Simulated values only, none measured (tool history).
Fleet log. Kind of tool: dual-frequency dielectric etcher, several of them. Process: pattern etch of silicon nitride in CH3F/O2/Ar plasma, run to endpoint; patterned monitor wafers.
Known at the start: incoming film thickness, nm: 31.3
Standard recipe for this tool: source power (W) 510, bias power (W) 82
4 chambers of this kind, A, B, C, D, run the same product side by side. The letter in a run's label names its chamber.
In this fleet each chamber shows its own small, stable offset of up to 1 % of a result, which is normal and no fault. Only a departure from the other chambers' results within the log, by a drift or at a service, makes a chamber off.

| run | hour | source power (W) | bias power (W) | endpoint time (s) |
|---|---|---|---|---|
| 1B | 10.1 | 510 | 82 | 39.284 |
| 2C | 22.4 | 510 | 82 | 39.452 |
| 3A | 31 | 510 | 82 | 39.161 |
| 4D | 43.4 | 510 | 82 | 39.46 |
| 5B | 51.5 | 510 | 82 | 39.473 |
| 6D | 61.7 | 510 | 82 | 39.256 |
| 7A | 72.4 | 510 | 82 | 39.015 |
|  | 83.5 | chamber C: bias power generator calibrated |
| 8C | 84.8 | 510 | 82 | 39.217 |
|  | 90.8 | chamber C: wet clean of the chamber |
| 9A | 94.2 | 510 | 82 | 39.241 |
|  | 102.6 | chamber D: wet clean of the chamber |
| 10C | 103 | 510 | 82 | 39.309 |
| 11D | 109.2 | 510 | 82 | 39.692 |
| 12B | 117 | 510 | 82 | 39.697 |
| 13C | 129.1 | 510 | 67 | 42.042 |
| 14D | 139.9 | 510 | 67 | 42.387 |
| 15A | 149.5 | 510 | 67 | 41.652 |
|  | 151.3 | chamber B: wet clean of the chamber |
| 16B | 155.3 | 510 | 67 | 44.047 |
| 17A | 165.6 | 510 | 82 | 39.204 |
| 18C | 177.1 | 400 | 82 | 43.291 |
| 19D | 188 | 400 | 82 | 43.35 |
| 20B | 199.2 | 400 | 82 | 45.213 |
| 21A | 207.3 | 400 | 82 | 42.898 |
| 22D | 214.2 | 510 | 82 | 39.438 |
| 23C | 222.1 | 510 | 82 | 39.36 |
| 24B | 230 | 510 | 82 | 41.105 |
|  | 230.4 | chamber A: wet clean of the chamber |
| 25C | 236.6 | 510 | 82 | 39.106 |
| 26D | 245.8 | 510 | 82 | 39.742 |
| 27A | 256.1 | 510 | 82 | 39.257 |
| 28B | 268.1 | 400 | 62 | 49.652 |

Decide between three cases: one chamber stands off from its peers, the gauge reading all wafers drifts, or nothing is wrong past each chamber's small offset. Where a chamber is off, say which and what most likely put it there.

After it was serviced, chamber B no longer matches the other chambers.
Likeliest cause: etch rate under this chamber's usual, % = 3.81.

Which of the 4 candidates below, each the usual settings with something changed and its results left as question marks, puts chamber B back in line with what the other chambers give on the usual settings?
To be in line, a result may differ from the other chambers' mean on the usual settings by at most: endpoint time (s) 0.45
| 29B-1 | 277 | 510 | 71 | ? |
| 29B-2 | 277 | 530 | 82 | ? |
| 29B-3 | 277 | 510 | 93 | ? |
| 29B-4 | 277 | 500 | 81 | ? |

Average result of the remaining chambers running the usual settings: endpoint time (s) 39.342
| run | endpoint time (s) |
|---|---|
| 29B-1 | 43.188 |
| 29B-2 | 40.523 |
| 29B-3 | 39.356 |
| 29B-4 | 41.617 |
Change 29B-3 lands the chamber within the allowed miss of the other chambers.
